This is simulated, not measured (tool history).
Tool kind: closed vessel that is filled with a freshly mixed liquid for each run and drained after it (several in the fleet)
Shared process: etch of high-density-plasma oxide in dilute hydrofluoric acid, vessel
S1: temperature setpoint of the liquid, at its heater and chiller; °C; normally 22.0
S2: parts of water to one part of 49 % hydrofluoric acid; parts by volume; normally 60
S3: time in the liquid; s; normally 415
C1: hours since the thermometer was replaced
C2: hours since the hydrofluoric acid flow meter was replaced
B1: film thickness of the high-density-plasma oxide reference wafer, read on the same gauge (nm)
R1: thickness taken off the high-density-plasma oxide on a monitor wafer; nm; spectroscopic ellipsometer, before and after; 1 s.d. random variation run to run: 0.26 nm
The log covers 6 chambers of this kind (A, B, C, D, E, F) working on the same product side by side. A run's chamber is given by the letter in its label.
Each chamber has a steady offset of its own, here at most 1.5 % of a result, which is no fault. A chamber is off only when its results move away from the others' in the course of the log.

run,hour,S1,S2,S3,C1,C2,B1,R1
1A,7.3,22.0,60,415,1788.9,1291.6,89.981,49.114
2E,13.5,22.0,60,415,524.4,247.6,90.037,48.308
3C,17.7,22.0,60,415,1928.6,1165.5,89.991,47.693
4B,21.4,22.0,60,415,346.0,200.7,90.027,48.371
5D,27.9,22.0,60,415,292.2,157.8,90.000,48.497
6F,34.5,22.0,60,415,572.5,316.5,90.026,48.206
7A,40.7,22.0,60,415,1822.3,1325.0,89.972,49.214
8B,47.8,22.0,60,415,372.4,227.1,90.037,47.974
9D,51.4,25.5,60,200,315.7,181.3,89.967,27.166
10E,55.8,25.5,60,200,566.7,289.9,90.004,26.581
11C,63.5,25.5,60,200,1974.4,1211.3,89.980,26.613
12F,71.5,25.5,60,200,609.5,353.5,90.019,26.671
13A,77.9,25.5,60,200,1859.5,1362.2,89.981,27.043
14D,82.5,25.5,60,200,346.8,212.4,89.998,26.924
15C,89.4,22.0,60,415,2000.3,1237.2,90.011,48.083
16B,97.1,22.0,60,415,421.7,276.4,89.956,47.743
17E,103.6,22.0,60,415,614.5,337.7,89.988,48.061
# hour 107.9: chamber F: hydrofluoric acid flow meter replaced
18F,109.3,22.0,60,415,647.3,1.5,89.991,47.993
19B,116.8,22.0,60,415,441.4,296.1,90.009,48.296
20E,123.5,22.0,60,415,634.4,357.6,89.973,47.659
21C,129.0,23.5,35,415,2039.9,1276.8,89.994,90.691
22D,136.0,23.5,35,415,400.3,265.9,90.006,91.953
23F,142.1,23.5,35,415,680.1,34.3,90.023,91.996
24A,148.8,23.5,35,415,1930.4,1433.1,89.984,91.256
25D,155.3,23.5,35,415,419.6,285.2,89.993,92.178
26C,158.8,23.5,35,415,2069.7,1306.6,89.970,91.326
27E,164.3,22.0,60,415,675.2,398.4,90.013,48.353
28A,171.0,22.0,60,415,1952.6,1455.3,90.010,49.066
29B,174.7,18.5,60,415,499.3,354.0,90.032,41.726
30F,182.2,18.5,60,415,720.2,74.4,90.001,41.005
# hour 186.4: chamber C: hydrofluoric acid flow meter replaced
31A,187.4,18.5,60,415,1969.0,1471.7,90.046,42.390
32B,191.3,18.5,60,415,515.9,370.6,90.018,41.693
33E,198.0,18.5,60,415,708.9,432.1,89.974,41.424
34F,203.0,18.5,60,415,741.0,95.2,90.013,41.421
35C,206.6,22.0,60,415,2117.5,20.2,90.029,48.045
36D,211.6,22.0,60,415,475.9,341.5,90.006,50.008

Next, all 6 chambers run the settings below, one line each with question marks for the results. What does each chamber give?
37A,217.4,22.0,60,415,,,,?
37B,217.4,22.0,60,415,,,,?
37C,217.4,22.0,60,415,,,,?
37D,217.4,22.0,60,415,,,,?
37E,217.4,22.0,60,415,,,,?
37F,217.4,22.0,60,415,,,,?

run,R1
37A,48.891
37B,48.266
37C,47.652
37D,50.334
37E,48.114
37F,47.915

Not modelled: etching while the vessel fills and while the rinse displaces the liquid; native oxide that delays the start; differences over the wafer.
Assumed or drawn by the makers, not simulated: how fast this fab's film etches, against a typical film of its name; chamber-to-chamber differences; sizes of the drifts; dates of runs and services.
